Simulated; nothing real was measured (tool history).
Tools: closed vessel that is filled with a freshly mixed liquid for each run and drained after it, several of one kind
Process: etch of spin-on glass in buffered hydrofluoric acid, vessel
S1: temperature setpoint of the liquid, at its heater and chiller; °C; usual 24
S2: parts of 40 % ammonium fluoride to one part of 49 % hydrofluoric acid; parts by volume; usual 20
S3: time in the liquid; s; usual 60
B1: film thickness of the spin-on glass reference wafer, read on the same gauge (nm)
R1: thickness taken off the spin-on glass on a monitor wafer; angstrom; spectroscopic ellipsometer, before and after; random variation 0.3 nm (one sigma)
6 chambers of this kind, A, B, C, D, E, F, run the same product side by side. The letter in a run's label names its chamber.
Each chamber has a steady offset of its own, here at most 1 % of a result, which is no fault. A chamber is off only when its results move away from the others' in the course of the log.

run 1C day=0.504 | S1=24 S2=20 S3=60 | B1=79.997 | R1=760.02
run 2F day=0.746 | S1=24 S2=20 S3=60 | B1=79.985 | R1=767.57
run 3E day=1.217 | S1=24 S2=20 S3=60 | B1=80.005 | R1=758.1
run 4B day=1.467 | S1=24 S2=20 S3=60 | B1=80.013 | R1=755.02
run 5A day=1.792 | S1=24 S2=20 S3=60 | B1=79.991 | R1=760.66
run 6D day=2.062 | S1=24 S2=20 S3=60 | B1=80.004 | R1=760.67
run 7C day=2.529 | S1=24 S2=20 S3=60 | B1=80.003 | R1=759.43
run 8D day=2.95 | S1=24 S2=20 S3=60 | B1=79.99 | R1=766.17
-- day=2.954 chamber F: hydrofluoric acid flow meter replaced
run 9E day=3.258 | S1=24 S2=20 S3=60 | B1=80.013 | R1=763.95
-- day=3.342 chamber C: hydrofluoric acid flow meter replaced
run 10F day=3.762 | S1=24 S2=20 S3=60 | B1=80.031 | R1=761.64
run 11A day=4.304 | S1=24 S2=20 S3=60 | B1=80.021 | R1=757.12
run 12B day=4.612 | S1=24 S2=20 S3=60 | B1=80.007 | R1=761.03
run 13E day=5.129 | S1=24 S2=15.5 S3=60 | B1=80.025 | R1=970.09
run 14B day=5.488 | S1=24 S2=15.5 S3=60 | B1=79.993 | R1=970.37
run 15D day=5.775 | S1=24 S2=15.5 S3=60 | B1=80.055 | R1=989.32
run 16C day=6.212 | S1=24 S2=15.5 S3=60 | B1=80.031 | R1=976.61
run 17A day=6.662 | S1=24 S2=15.5 S3=60 | B1=79.989 | R1=974.46
run 18F day=6.958 | S1=24 S2=15.5 S3=60 | B1=80.037 | R1=985.7
run 19C day=7.429 | S1=24 S2=20 S3=60 | B1=79.997 | R1=757.93
run 20F day=7.938 | S1=24 S2=20 S3=60 | B1=80.01 | R1=769.37
-- day=8.121 chamber E: hydrofluoric acid flow meter replaced
run 21B day=8.429 | S1=24 S2=20 S3=60 | B1=79.986 | R1=757.97
-- day=8.75 chamber A: thermometer replaced
run 22E day=8.779 | S1=24 S2=20 S3=60 | B1=79.997 | R1=767.66
run 23A day=9.158 | S1=24 S2=17.5 S3=60 | B1=79.986 | R1=868.7
run 24D day=9.508 | S1=24 S2=17.5 S3=60 | B1=79.986 | R1=875.18
-- day=9.712 chamber C: thermometer replaced
run 25B day=9.758 | S1=24 S2=17.5 S3=60 | B1=80.022 | R1=864.03
run 26C day=10.312 | S1=24 S2=17.5 S3=60 | B1=80.029 | R1=866.9
run 27D day=10.846 | S1=24 S2=17.5 S3=60 | B1=80.028 | R1=875.35
run 28E day=11.146 | S1=24 S2=17.5 S3=60 | B1=80.003 | R1=865.64
run 29F day=11.604 | S1=24 S2=20 S3=60 | B1=79.965 | R1=767
run 30A day=11.946 | S1=21 S2=20 S3=75 | B1=80.001 | R1=805.91
run 31F day=12.4 | S1=21 S2=20 S3=75 | B1=79.994 | R1=815.13
run 32D day=12.896 | S1=21 S2=20 S3=75 | B1=80.012 | R1=817.54
run 33C day=13.146 | S1=21 S2=20 S3=75 | B1=80.008 | R1=802.78
run 34B day=13.667 | S1=21 S2=20 S3=75 | B1=80.051 | R1=804.86
run 35A day=13.938 | S1=21 S2=20 S3=75 | B1=80.008 | R1=804.21
run 36E day=14.279 | S1=24 S2=20 S3=60 | B1=79.954 | R1=757.39
run 37E day=14.608 | S1=21 S2=20 S3=60 | B1=80.026 | R1=645.1
run 38A day=15.046 | S1=21 S2=20 S3=60 | B1=80.033 | R1=641.28
-- day=15.121 chamber B: hydrofluoric acid flow meter replaced
run 39B day=15.35 | S1=21 S2=20 S3=60 | B1=80.022 | R1=644.3
run 40D day=15.875 | S1=21 S2=20 S3=60 | B1=79.996 | R1=651.35
run 41F day=16.338 | S1=21 S2=20 S3=60 | B1=80.013 | R1=650.64
run 42C day=16.721 | S1=21 S2=20 S3=60 | B1=79.996 | R1=643.39
run 43F day=17.158 | S1=22 S2=20 S3=75 | B1=80.036 | R1=854.27

Next, every chamber runs the same settings. What will each give?
run 44A day=17.558 | S1=24 S2=20 S3=60 | R1=?
run 44B day=17.558 | S1=24 S2=20 S3=60 | R1=?
run 44C day=17.558 | S1=24 S2=20 S3=60 | R1=?
run 44D day=17.558 | S1=24 S2=20 S3=60 | R1=?
run 44E day=17.558 | S1=24 S2=20 S3=60 | R1=?
run 44F day=17.558 | S1=24 S2=20 S3=60 | R1=?

run=44A R1=762.27
run=44B R1=761.43
run=44C R1=759.83
run=44D R1=766.59
run=44E R1=759.88
run=44F R1=769.19
